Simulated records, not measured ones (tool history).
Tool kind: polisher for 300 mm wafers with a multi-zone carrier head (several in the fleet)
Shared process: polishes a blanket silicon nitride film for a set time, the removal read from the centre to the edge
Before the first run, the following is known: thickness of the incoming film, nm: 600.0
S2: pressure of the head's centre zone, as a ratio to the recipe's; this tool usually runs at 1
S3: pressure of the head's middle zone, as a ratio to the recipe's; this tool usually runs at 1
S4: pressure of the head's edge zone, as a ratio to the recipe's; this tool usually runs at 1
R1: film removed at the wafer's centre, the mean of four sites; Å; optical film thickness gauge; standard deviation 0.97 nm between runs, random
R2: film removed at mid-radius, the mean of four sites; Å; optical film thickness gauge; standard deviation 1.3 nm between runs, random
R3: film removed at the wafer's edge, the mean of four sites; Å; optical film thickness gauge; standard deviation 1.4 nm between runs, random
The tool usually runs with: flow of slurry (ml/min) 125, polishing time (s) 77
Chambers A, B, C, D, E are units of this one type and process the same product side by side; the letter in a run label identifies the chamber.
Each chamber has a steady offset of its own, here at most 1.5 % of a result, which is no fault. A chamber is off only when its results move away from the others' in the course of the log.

run 1B day=0.3 | flow_of_slurry_(ml/min)=125 S2=1 S3=1 S4=1 polishing_time_(s)=77 | R1=1322 R2=1296.1 R3=1282.9
-- day=0.4 chamber C: worn pad replaced by a new one
run 2A day=0.746 | flow_of_slurry_(ml/min)=125 S2=1 S3=1 S4=1 polishing_time_(s)=77 | R1=1313.2 R2=1294.7 R3=1312.8
-- day=1.092 chamber A: worn pad replaced by a new one
run 3D day=1.296 | flow_of_slurry_(ml/min)=125 S2=1 S3=1 S4=1 polishing_time_(s)=77 | R1=1312.3 R2=1306.2 R3=1323.1
-- day=1.367 chamber B: worn pad replaced by a new one
-- day=1.633 chamber C: edge zone pressure recalibrated
run 4E day=1.821 | flow_of_slurry_(ml/min)=125 S2=1 S3=1 S4=1 polishing_time_(s)=77 | R1=1306.1 R2=1322.6 R3=1310.7
run 5C day=2.138 | flow_of_slurry_(ml/min)=125 S2=1 S3=1 S4=1 polishing_time_(s)=77 | R1=1306.5 R2=1310.2 R3=1301.2
run 6E day=2.425 | flow_of_slurry_(ml/min)=125 S2=1 S3=1 S4=1 polishing_time_(s)=77 | R1=1305 R2=1317.7 R3=1307.5
run 7D day=2.754 | flow_of_slurry_(ml/min)=125 S2=1 S3=1 S4=1 polishing_time_(s)=77 | R1=1340.4 R2=1303.5 R3=1295
-- day=2.971 chamber D: worn pad replaced by a new one
run 8C day=3.296 | flow_of_slurry_(ml/min)=125 S2=1 S3=1 S4=1 polishing_time_(s)=77 | R1=1319.6 R2=1291.6 R3=1302.9
-- day=3.692 chamber E: slurry nozzle cleaned
run 9B day=3.792 | flow_of_slurry_(ml/min)=125 S2=1 S3=1 S4=1 polishing_time_(s)=77 | R1=1336.1 R2=1336.8 R3=1306.8
run 10A day=4.054 | flow_of_slurry_(ml/min)=125 S2=1 S3=1 S4=1 polishing_time_(s)=77 | R1=1297.4 R2=1300.6 R3=1310.4
-- day=4.121 chamber C: worn pad replaced by a new one
run 11C day=4.408 | flow_of_slurry_(ml/min)=125 S2=0.94 S3=1 S4=1.04 polishing_time_(s)=77 | R1=1217.1 R2=1287.1 R3=1314.6
-- day=4.675 chamber B: worn pad replaced by a new one
run 12E day=4.746 | flow_of_slurry_(ml/min)=125 S2=0.94 S3=1 S4=1.04 polishing_time_(s)=77 | R1=1221 R2=1311 R3=1321.4
run 13D day=5.162 | flow_of_slurry_(ml/min)=125 S2=0.94 S3=1 S4=1.04 polishing_time_(s)=77 | R1=1225.9 R2=1325 R3=1343.4
-- day=5.379 chamber A: worn pad replaced by a new one
run 14B day=5.608 | flow_of_slurry_(ml/min)=125 S2=0.94 S3=1 S4=1.04 polishing_time_(s)=77 | R1=1233 R2=1292 R3=1334
-- day=6.029 chamber D: worn pad replaced by a new one
run 15A day=6.175 | flow_of_slurry_(ml/min)=125 S2=0.94 S3=1 S4=1.04 polishing_time_(s)=77 | R1=1220 R2=1319.2 R3=1356
run 16B day=6.454 | flow_of_slurry_(ml/min)=125 S2=1 S3=1 S4=1 polishing_time_(s)=77 | R1=1341.9 R2=1314.1 R3=1271.2
run 17A day=6.896 | flow_of_slurry_(ml/min)=125 S2=1 S3=1 S4=1 polishing_time_(s)=77 | R1=1298.9 R2=1312.2 R3=1316.5
-- day=7.188 chamber D: slurry nozzle cleaned
run 18C day=7.246 | flow_of_slurry_(ml/min)=125 S2=1 S3=1 S4=1 polishing_time_(s)=77 | R1=1308.4 R2=1298.1 R3=1316.9
-- day=7.521 chamber E: centre zone pressure recalibrated
run 19D day=7.542 | flow_of_slurry_(ml/min)=125 S2=1 S3=1 S4=1 polishing_time_(s)=77 | R1=1335.4 R2=1290 R3=1296.1
-- day=7.833 chamber B: worn pad replaced by a new one
-- day=7.883 chamber C: worn pad replaced by a new one
run 20E day=8.1 | flow_of_slurry_(ml/min)=125 S2=1 S3=1 S4=1 polishing_time_(s)=77 | R1=1279.4 R2=1283 R3=1266.8
run 21E day=8.625 | flow_of_slurry_(ml/min)=125 S2=1 S3=1 S4=1 polishing_time_(s)=77 | R1=1297.2 R2=1278.4 R3=1274.3
run 22D day=9.033 | flow_of_slurry_(ml/min)=125 S2=1 S3=1 S4=1 polishing_time_(s)=77 | R1=1320.7 R2=1305.8 R3=1320.6
-- day=9.2 chamber E: edge zone pressure recalibrated
-- day=9.342 chamber D: worn pad replaced by a new one
run 23C day=9.421 | flow_of_slurry_(ml/min)=125 S2=1 S3=1 S4=1 polishing_time_(s)=77 | R1=1311.3 R2=1278.1 R3=1281.2
-- day=9.442 chamber A: worn pad replaced by a new one
-- day=9.633 chamber B: centre zone pressure recalibrated
run 24A day=9.979 | flow_of_slurry_(ml/min)=125 S2=1 S3=1 S4=1 polishing_time_(s)=77 | R1=1318.2 R2=1306.4 R3=1277.6
run 25B day=10.467 | flow_of_slurry_(ml/min)=125 S2=1 S3=1 S4=1 polishing_time_(s)=77 | R1=1311.8 R2=1310.9 R3=1291.9
-- day=10.638 chamber B: worn pad replaced by a new one
run 26C day=10.95 | flow_of_slurry_(ml/min)=125 S2=1 S3=1 S4=1 polishing_time_(s)=77 | R1=1286.9 R2=1305.3 R3=1278.9
run 27B day=11.354 | flow_of_slurry_(ml/min)=125 S2=1 S3=1 S4=1 polishing_time_(s)=77 | R1=1303.9 R2=1310 R3=1277.6
run 28D day=11.792 | flow_of_slurry_(ml/min)=125 S2=1 S3=1 S4=1 polishing_time_(s)=77 | R1=1336.4 R2=1288.9 R3=1294.3
-- day=11.892 chamber C: worn pad replaced by a new one
-- day=11.933 chamber A: centre zone pressure recalibrated
-- day=12.033 chamber D: centre zone pressure recalibrated
run 29E day=12.192 | flow_of_slurry_(ml/min)=125 S2=1.06 S3=1 S4=1 polishing_time_(s)=91 | R1=1566.9 R2=1513 R3=1480
run 30A day=12.671 | flow_of_slurry_(ml/min)=125 S2=1.06 S3=1 S4=1 polishing_time_(s)=91 | R1=1649.8 R2=1569.5 R3=1530.5
-- day=12.888 chamber D: worn pad replaced by a new one
-- day=12.946 chamber C: centre zone pressure recalibrated
run 31B day=12.979 | flow_of_slurry_(ml/min)=125 S2=1.06 S3=1 S4=1 polishing_time_(s)=91 | R1=1679.8 R2=1532.6 R3=1518
-- day=13.358 chamber A: worn pad replaced by a new one
run 32D day=13.483 | flow_of_slurry_(ml/min)=125 S2=1.06 S3=1 S4=1 polishing_time_(s)=91 | R1=1657 R2=1548.6 R3=1543.5
-- day=13.496 chamber B: worn pad replaced by a new one
-- day=13.533 chamber A: slurry nozzle cleaned
run 33E day=13.958 | flow_of_slurry_(ml/min)=125 S2=1.06 S3=1 S4=1 polishing_time_(s)=91 | R1=1565.7 R2=1484.5 R3=1444.3
run 34A day=14.483 | flow_of_slurry_(ml/min)=125 S2=1 S3=1 S4=0.93 polishing_time_(s)=103 | R1=1735.5 R2=1753.1 R3=1677.5
run 35C day=15.079 | flow_of_slurry_(ml/min)=125 S2=1 S3=1 S4=0.93 polishing_time_(s)=103 | R1=1765.6 R2=1760 R3=1702.6
-- day=15.154 chamber C: worn pad replaced by a new one
run 36B day=15.471 | flow_of_slurry_(ml/min)=125 S2=1 S3=1 S4=0.93 polishing_time_(s)=103 | R1=1764.6 R2=1732.4 R3=1670.5
run 37A day=16.058 | flow_of_slurry_(ml/min)=125 S2=1 S3=1 S4=0.93 polishing_time_(s)=103 | R1=1740.6 R2=1767.7 R3=1684
run 38C day=16.367 | flow_of_slurry_(ml/min)=125 S2=1 S3=1 S4=0.93 polishing_time_(s)=103 | R1=1752 R2=1718.4 R3=1677.8

Each of the 5 chambers runs these same settings next. Fill in every chamber's results:
run 39A day=16.8 | flow_of_slurry_(ml/min)=125 S2=1 S3=1 S4=1 polishing_time_(s)=95 | R1=? R2=? R3=?
run 39B day=16.8 | flow_of_slurry_(ml/min)=125 S2=1 S3=1 S4=1 polishing_time_(s)=95 | R1=? R2=? R3=?
run 39C day=16.8 | flow_of_slurry_(ml/min)=125 S2=1 S3=1 S4=1 polishing_time_(s)=95 | R1=? R2=? R3=?
run 39D day=16.8 | flow_of_slurry_(ml/min)=125 S2=1 S3=1 S4=1 polishing_time_(s)=95 | R1=? R2=? R3=?
run 39E day=16.8 | flow_of_slurry_(ml/min)=125 S2=1 S3=1 S4=1 polishing_time_(s)=95 | R1=? R2=? R3=?

run=39A R1=1627.1 R2=1635.6 R3=1621.6
run=39B R1=1649.2 R2=1612.3 R3=1615.3
run=39C R1=1613.1 R2=1591.3 R3=1601.5
run=39D R1=1627.5 R2=1579.6 R3=1616.3
run=39E R1=1514.9 R2=1543.2 R3=1520
